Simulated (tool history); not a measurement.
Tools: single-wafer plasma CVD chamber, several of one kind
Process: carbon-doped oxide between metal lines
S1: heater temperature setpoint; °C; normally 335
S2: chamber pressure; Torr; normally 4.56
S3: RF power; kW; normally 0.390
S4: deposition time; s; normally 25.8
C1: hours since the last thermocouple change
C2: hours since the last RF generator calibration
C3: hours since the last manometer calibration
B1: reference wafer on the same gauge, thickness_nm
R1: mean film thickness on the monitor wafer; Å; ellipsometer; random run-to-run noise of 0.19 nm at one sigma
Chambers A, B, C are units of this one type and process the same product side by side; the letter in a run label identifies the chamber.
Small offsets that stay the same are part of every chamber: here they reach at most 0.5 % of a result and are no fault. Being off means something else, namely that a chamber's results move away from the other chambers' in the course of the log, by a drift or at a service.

run 1B hour=8.2 | S1=335 S2=4.56 S3=0.390 S4=25.8 | C1=948.0 C2=1009.6 C3=129.7 | B1=110.03 | R1=1153.10
run 2A hour=19.2 | S1=335 S2=4.56 S3=0.390 S4=25.8 | C1=277.7 C2=1222.4 C3=1561.7 | B1=110.03 | R1=1144.40
run 3C hour=32.2 | S1=335 S2=4.56 S3=0.390 S4=25.8 | C1=869.0 C2=576.1 C3=437.6 | B1=110.10 | R1=1145.40
run 4A hour=42.2 | S1=335 S2=4.56 S3=0.390 S4=25.8 | C1=300.7 C2=1245.4 C3=1584.7 | B1=110.08 | R1=1149.20
run 5B hour=54.6 | S1=335 S2=4.56 S3=0.390 S4=25.8 | C1=994.4 C2=1056.0 C3=176.1 | B1=110.18 | R1=1152.00
run 6C hour=67.1 | S1=335 S2=4.56 S3=0.390 S4=25.8 | C1=903.9 C2=611.0 C3=472.5 | B1=110.21 | R1=1143.50
run 7B hour=74.6 | S1=335 S2=4.56 S3=0.390 S4=25.8 | C1=1014.4 C2=1076.0 C3=196.1 | B1=110.24 | R1=1151.80
run 8A hour=87.8 | S1=335 S2=4.56 S3=0.390 S4=25.8 | C1=346.3 C2=1291.0 C3=1630.3 | B1=110.25 | R1=1150.40
run 9C hour=94.2 | S1=335 S2=4.56 S3=0.350 S4=25.8 | C1=931.0 C2=638.1 C3=499.6 | B1=110.29 | R1=1056.00
run 10B hour=107.5 | S1=335 S2=4.56 S3=0.350 S4=25.8 | C1=1047.3 C2=1108.9 C3=229.0 | B1=110.28 | R1=1064.50
run 11C hour=117.3 | S1=335 S2=4.56 S3=0.350 S4=25.8 | C1=954.1 C2=661.2 C3=522.7 | B1=110.37 | R1=1057.80
run 12A hour=128.1 | S1=335 S2=4.56 S3=0.390 S4=25.8 | C1=386.6 C2=1331.3 C3=1670.6 | B1=110.44 | R1=1150.80
run 13B hour=134.6 | S1=335 S2=4.56 S3=0.390 S4=25.8 | C1=1074.4 C2=1136.0 C3=256.1 | B1=110.43 | R1=1155.80
run 14A hour=144.7 | S1=335 S2=4.56 S3=0.390 S4=25.8 | C1=403.2 C2=1347.9 C3=1687.2 | B1=110.48 | R1=1150.20
run 15C hour=156.5 | S1=335 S2=4.56 S3=0.390 S4=25.8 | C1=993.3 C2=700.4 C3=561.9 | B1=110.47 | R1=1150.80
run 16C hour=167.5 | S1=335 S2=4.56 S3=0.390 S4=25.8 | C1=1004.3 C2=711.4 C3=572.9 | B1=110.57 | R1=1146.80
run 17B hour=180.1 | S1=335 S2=4.56 S3=0.390 S4=25.8 | C1=1119.9 C2=1181.5 C3=301.6 | B1=110.57 | R1=1158.20
run 18A hour=193.0 | S1=335 S2=4.56 S3=0.390 S4=25.8 | C1=451.5 C2=1396.2 C3=1735.5 | B1=110.61 | R1=1151.40
-- hour=195.9 chamber A: capacitance manometer re-zeroed and calibrated
run 19C hour=202.2 | S1=335 S2=3.64 S3=0.390 S4=25.8 | C1=1039.0 C2=746.1 C3=607.6 | B1=110.67 | R1=1116.60
run 20B hour=209.5 | S1=335 S2=3.64 S3=0.390 S4=25.8 | C1=1149.3 C2=1210.9 C3=331.0 | B1=110.65 | R1=1122.90
run 21A hour=215.9 | S1=335 S2=3.64 S3=0.390 S4=25.8 | C1=474.4 C2=1419.1 C3=20.0 | B1=110.69 | R1=1120.00
run 22C hour=228.7 | S1=344 S2=4.56 S3=0.390 S4=22.1 | C1=1065.5 C2=772.6 C3=634.1 | B1=110.72 | R1=962.15
run 23B hour=239.3 | S1=344 S2=4.56 S3=0.390 S4=22.1 | C1=1179.1 C2=1240.7 C3=360.8 | B1=110.71 | R1=968.43

One chamber off, gauge drift, or nothing amiss beyond the chambers' own small offsets? If it is a chamber, which one, and what is the likeliest cause?

Every chamber seems to shift together because the gauge that measures them all drifts; the chambers themselves are fine.
Most likely cause: gauge reads high (%) = 0.698.
